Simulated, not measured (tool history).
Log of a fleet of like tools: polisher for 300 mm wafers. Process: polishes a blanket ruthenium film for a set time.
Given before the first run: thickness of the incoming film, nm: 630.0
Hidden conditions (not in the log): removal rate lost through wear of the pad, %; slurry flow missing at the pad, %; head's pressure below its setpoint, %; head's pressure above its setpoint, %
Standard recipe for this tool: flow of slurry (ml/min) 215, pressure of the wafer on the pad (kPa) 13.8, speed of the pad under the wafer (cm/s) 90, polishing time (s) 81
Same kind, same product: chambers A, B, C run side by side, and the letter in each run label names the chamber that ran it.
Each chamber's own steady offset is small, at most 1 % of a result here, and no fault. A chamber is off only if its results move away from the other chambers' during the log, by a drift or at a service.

run	hour	flow of slurry (ml/min)	pressure of the wafer on the pad (kPa)	speed of the pad under the wafer (cm/s)	polishing time (s)	wafers polished on this pad	hours since the slurry nozzle was cleaned	hours since the head pressure was calibrated	film removed (nm)
1B	10.2	215	13.8	90	81	613	159.9	183.7	98.682
# hour 11: chamber C: head pressure recalibrated
2C	18.1	215	13.8	90	81	1263	86.9	7.1	96.552
# hour 29: chamber B: slurry nozzle cleaned
3A	29	215	13.8	90	81	946	419	361.3	97.854
4B	35.8	215	13.8	90	81	868	6.8	209.3	97.85
5C	42.1	215	11.7	90	81	1502	110.9	31.1	81.598
# hour 44.1: chamber B: worn pad replaced by a new one
# hour 45.4: chamber C: worn pad replaced by a new one
6A	48.8	215	11.7	90	81	1144	438.8	381.1	83.528
# hour 51.9: chamber A: worn pad replaced by a new one
7C	56.6	215	11.7	90	81	112	125.4	45.6	83.584
8B	69.7	215	12.4	90	81	255	40.7	243.2	87.761
9A	81.4	215	12.4	90	81	295	471.4	413.7	89.48
10B	93.5	215	12.4	90	81	493	64.5	267	88.895
11A	104.7	190	13.8	90	81	527	494.7	437	98.398
# hour 109.9: chamber A: slurry nozzle cleaned
12C	115.1	190	13.8	90	81	696	183.9	104.1	97.207
13B	125.8	190	13.8	90	81	816	96.8	299.3	96.511
14C	137.3	215	13.8	90	81	918	206.1	126.3	96.854
# hour 144.5: chamber A: head pressure recalibrated
15A	150.6	215	13.8	90	81	986	40.8	6.1	91.007
16A	159.9	215	13.8	90	81	1078	50.1	15.4	92.711
# hour 165.9: chamber B: worn pad replaced by a new one
# hour 166.6: chamber A: worn pad replaced by a new one
17C	172.4	215	13.8	90	81	1268	241.2	161.4	97.432
18B	185.9	215	13.8	90	81	199	156.9	359.4	97.283
# hour 189.3: chamber C: worn pad replaced by a new one
19C	198.4	285	16.5	90	81	91	267.2	187.4	119.82
20A	206.7	285	16.5	90	81	400	96.9	62.2	114.44
21B	216.7	285	16.5	90	81	507	187.7	390.2	118.48
# hour 225.2: chamber B: slurry nozzle cleaned
22C	231.2	215	13.8	90	81	418	300	220.2	95.634
23A	243.1	215	13.8	90	81	763	133.3	98.6	91.456
24B	254.4	215	13.8	90	81	883	29.3	427.9	98.31
25C	261	215	13.8	78	81	716	329.8	250	84.355
# hour 272.8: chamber B: worn pad replaced by a new one
26A	273.8	215	13.8	78	81	1070	164	129.3	79.907
# hour 276.7: chamber A: worn pad replaced by a new one
27B	281.5	215	13.8	78	81	87	56.4	455	85.002
28C	293.6	215	13.8	90	81	1041	362.4	282.6	96.31
29A	305.9	215	13.8	90	81	292	196.1	161.4	92.646
30B	314.6	215	13.8	90	81	418	89.5	488.1	98.119
31B	326.6	215	13.8	90	81	538	101.5	500.1	98.612
# hour 327.4: chamber C: worn pad replaced by a new one
32C	337	215	13.8	90	81	96	405.8	326	96.051
33A	349.5	215	13.8	90	81	727	239.7	205	91.897
34C	357.6	215	13.8	90	81	301	426.4	346.6	98.157
35B	366.9	215	13.8	90	81	940	141.8	540.4	99.266
# hour 371.5: chamber B: worn pad replaced by a new one
36A	375.7	165	17.2	90	81	989	265.9	231.2	109.89
37B	384.7	165	17.2	90	81	132	159.6	558.2	117.72

Read the log: is a single chamber off, either drifting away or since a service, is the gauge that measures every chamber drifting, or is nothing wrong beyond small per-chamber offsets? Name any odd chamber and what most likely caused it.

A service on chamber A put it out of line with the rest.
Cause: head's pressure below its setpoint, % = 6.84.

Which of the 4 candidates below, each the usual settings with something changed and its results left as question marks, puts chamber A back in line with what the other chambers give on the usual settings?
In-line tolerance around the mean of the other chambers on the usual settings: film removed (nm) 3
38A-1	395.1	215	14.5	92	81				?
38A-2	395.1	215	13.8	90	76				?
38A-3	395.1	220	13.8	90	90				?
38A-4	395.1	215	13.1	84	81				?

Usual-settings mean across the other chambers: film removed (nm) 97.506
run	film removed (nm)
38A-1	98.688
38A-2	86.231
38A-3	102.4
38A-4	81.474
The answer is 38A-1, which returns the chamber to within the allowed miss of the others.
